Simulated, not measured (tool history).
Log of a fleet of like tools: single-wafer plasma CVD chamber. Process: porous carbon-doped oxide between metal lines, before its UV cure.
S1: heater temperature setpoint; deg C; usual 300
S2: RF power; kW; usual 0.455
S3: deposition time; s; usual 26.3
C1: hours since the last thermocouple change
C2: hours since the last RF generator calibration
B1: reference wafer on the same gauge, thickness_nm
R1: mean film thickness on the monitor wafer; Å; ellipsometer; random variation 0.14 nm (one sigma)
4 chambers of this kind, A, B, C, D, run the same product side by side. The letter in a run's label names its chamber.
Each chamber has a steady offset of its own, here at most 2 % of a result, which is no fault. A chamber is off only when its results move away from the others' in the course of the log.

run 1D day=0.408 | S1=300 S2=0.455 S3=26.3 | C1=1893.2 C2=1459.8 | B1=111.97 | R1=1348.7
run 2C day=0.746 | S1=300 S2=0.455 S3=26.3 | C1=1203.8 C2=378.4 | B1=111.95 | R1=1366.7
run 3A day=1.042 | S1=300 S2=0.455 S3=26.3 | C1=420.7 C2=655.6 | B1=111.98 | R1=1343.8
run 4B day=1.412 | S1=300 S2=0.455 S3=26.3 | C1=237.8 C2=1004.1 | B1=111.96 | R1=1327.9
run 5C day=1.804 | S1=300 S2=0.455 S3=26.3 | C1=1229.2 C2=403.8 | B1=111.93 | R1=1364.8
run 6A day=2.379 | S1=300 S2=0.455 S3=26.3 | C1=452.8 C2=687.7 | B1=111.91 | R1=1339.7
run 7D day=2.925 | S1=312 S2=0.455 S3=26.3 | C1=1953.6 C2=1520.2 | B1=111.88 | R1=1262.6
run 8B day=3.321 | S1=312 S2=0.455 S3=26.3 | C1=283.6 C2=1049.9 | B1=111.87 | R1=1241.8
run 9A day=3.783 | S1=312 S2=0.455 S3=26.3 | C1=486.5 C2=721.4 | B1=111.84 | R1=1250.2
run 10D day=4.254 | S1=312 S2=0.455 S3=26.3 | C1=1985.5 C2=1552.1 | B1=111.81 | R1=1263.4
run 11C day=4.808 | S1=300 S2=0.455 S3=26.3 | C1=1301.3 C2=475.9 | B1=111.79 | R1=1362.8
run 12B day=5.154 | S1=300 S2=0.455 S3=26.3 | C1=327.6 C2=1093.9 | B1=111.81 | R1=1327.2
run 13D day=5.517 | S1=300 S2=0.455 S3=26.3 | C1=2015.8 C2=1582.4 | B1=111.79 | R1=1347.4
run 14B day=6.088 | S1=300 S2=0.455 S3=26.3 | C1=350 C2=1116.3 | B1=111.78 | R1=1325.3
run 15C day=6.542 | S1=300 S2=0.455 S3=26.3 | C1=1342.9 C2=517.5 | B1=111.73 | R1=1361.5
run 16A day=6.929 | S1=300 S2=0.455 S3=26.3 | C1=562 C2=796.9 | B1=111.73 | R1=1338.2
run 17C day=7.267 | S1=300 S2=0.37 S3=26.3 | C1=1360.3 C2=534.9 | B1=111.72 | R1=1159.9
run 18A day=7.692 | S1=300 S2=0.37 S3=26.3 | C1=580.3 C2=815.2 | B1=111.7 | R1=1138.9
run 19B day=8.304 | S1=300 S2=0.37 S3=26.3 | C1=403.2 C2=1169.5 | B1=111.7 | R1=1127.6
run 20D day=8.758 | S1=300 S2=0.37 S3=26.3 | C1=2093.6 C2=1660.2 | B1=111.67 | R1=1142.7
run 21B day=9.175 | S1=300 S2=0.455 S3=26.3 | C1=424.1 C2=1190.4 | B1=111.7 | R1=1323.6
run 22A day=9.675 | S1=300 S2=0.455 S3=26.3 | C1=627.9 C2=862.8 | B1=111.62 | R1=1334.1
run 23D day=10.012 | S1=300 S2=0.455 S3=23.8 | C1=2123.7 C2=1690.3 | B1=111.6 | R1=1220.1
run 24C day=10.567 | S1=300 S2=0.455 S3=23.8 | C1=1439.5 C2=614.1 | B1=111.6 | R1=1236.4
run 25B day=11.154 | S1=300 S2=0.455 S3=23.8 | C1=471.6 C2=1237.9 | B1=111.56 | R1=1202.4
run 26A day=11.742 | S1=300 S2=0.455 S3=23.8 | C1=677.5 C2=912.4 | B1=111.57 | R1=1211
run 27D day=12.3 | S1=300 S2=0.455 S3=26.3 | C1=2178.6 C2=1745.2 | B1=111.53 | R1=1342.4

Next, every chamber runs the same settings. What will each give?
run 28A day=12.75 | S1=300 S2=0.455 S3=26.3 | R1=?
run 28B day=12.75 | S1=300 S2=0.455 S3=26.3 | R1=?
run 28C day=12.75 | S1=300 S2=0.455 S3=26.3 | R1=?
run 28D day=12.75 | S1=300 S2=0.455 S3=26.3 | R1=?

run=28A R1=1333.4
run=28B R1=1326.2
run=28C R1=1359.1
run=28D R1=1343
